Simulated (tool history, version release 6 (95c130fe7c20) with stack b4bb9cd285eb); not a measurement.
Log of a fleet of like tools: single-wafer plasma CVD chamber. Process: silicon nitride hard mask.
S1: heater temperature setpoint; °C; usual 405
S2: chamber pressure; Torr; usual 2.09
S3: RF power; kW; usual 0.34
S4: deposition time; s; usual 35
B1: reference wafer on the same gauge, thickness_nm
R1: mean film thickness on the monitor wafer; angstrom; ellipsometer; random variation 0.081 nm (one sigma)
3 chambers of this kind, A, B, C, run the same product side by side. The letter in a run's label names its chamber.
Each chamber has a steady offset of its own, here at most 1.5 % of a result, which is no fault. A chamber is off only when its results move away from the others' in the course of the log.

Run 1C, hour 7.4: usual settings; B1 43.891. Result: R1 462.07 angstrom.
Run 2B, hour 18.8: usual settings; B1 43.881. Result: R1 465.59 angstrom.
Run 3A, hour 29.6: usual settings; B1 43.862. Result: R1 466.01 angstrom.
Run 4A, hour 40.4: usual settings; B1 43.846. Result: R1 464.79 angstrom.
Run 5C, hour 48: usual settings; B1 43.822. Result: R1 462.35 angstrom.
Run 6B, hour 58.8: usual settings; B1 43.836. Result: R1 466.44 angstrom.
Run 7A, hour 64.7: usual settings; B1 43.822. Result: R1 466.32 angstrom.
Run 8B, hour 73.8: usual settings; B1 43.815. Result: R1 465.44 angstrom.
At hour 79.7: chamber B: RF generator calibrated.
Run 9C, hour 84.5: usual settings; B1 43.799. Result: R1 461.61 angstrom.
Run 10A, hour 96.1: usual settings; B1 43.765. Result: R1 465.48 angstrom.
Run 11C, hour 107.5: usual settings; B1 43.793. Result: R1 461.63 angstrom.
Run 12B, hour 113.6: usual settings but S1 394 °C, S3 0.395 kW; B1 43.759. Result: R1 513.34 angstrom.
Run 13A, hour 120.5: usual settings but S1 394 °C, S3 0.395 kW; B1 43.735. Result: R1 512.33 angstrom.
Run 14C, hour 133: usual settings but S1 394 °C, S3 0.395 kW; B1 43.723. Result: R1 508.37 angstrom.
Run 15B, hour 144.2: usual settings; B1 43.714. Result: R1 464.14 angstrom.
At hour 148.6: chamber A: capacitance manometer re-zeroed and calibrated.
Run 16B, hour 151.1: usual settings; B1 43.715. Result: R1 465.59 angstrom.
Run 17A, hour 161.4: usual settings; B1 43.674. Result: R1 463.51 angstrom.
Run 18C, hour 168.7: usual settings but S3 0.405 kW; B1 43.696. Result: R1 511.53 angstrom.
Run 19A, hour 181.2: usual settings but S3 0.405 kW; B1 43.656. Result: R1 514.09 angstrom.
Run 20C, hour 192.7: usual settings but S3 0.405 kW; B1 43.662. Result: R1 512.76 angstrom.
Run 21B, hour 203.2: usual settings; B1 43.666. Result: R1 465.61 angstrom.
Run 22A, hour 214: usual settings; B1 43.636. Result: R1 461.84 angstrom.
Run 23B, hour 223.3: usual settings; B1 43.622. Result: R1 464.63 angstrom.
Run 24C, hour 234.5: usual settings; B1 43.609. Result: R1 460.6 angstrom.
Run 25C, hour 241.1: usual settings but S1 412 °C, S4 37.4 s; B1 43.589. Result: R1 489.73 angstrom.

All 3 chambers run these settings next. Forecast each chamber's results:
Run 26A, hour 250.6: usual settings. Result: R1 ?.
Run 26B, hour 250.6: usual settings. Result: R1 ?.
Run 26C, hour 250.6: usual settings. Result: R1 ?.

run      R1
26A  462.16
26B   464.2
26C  458.47
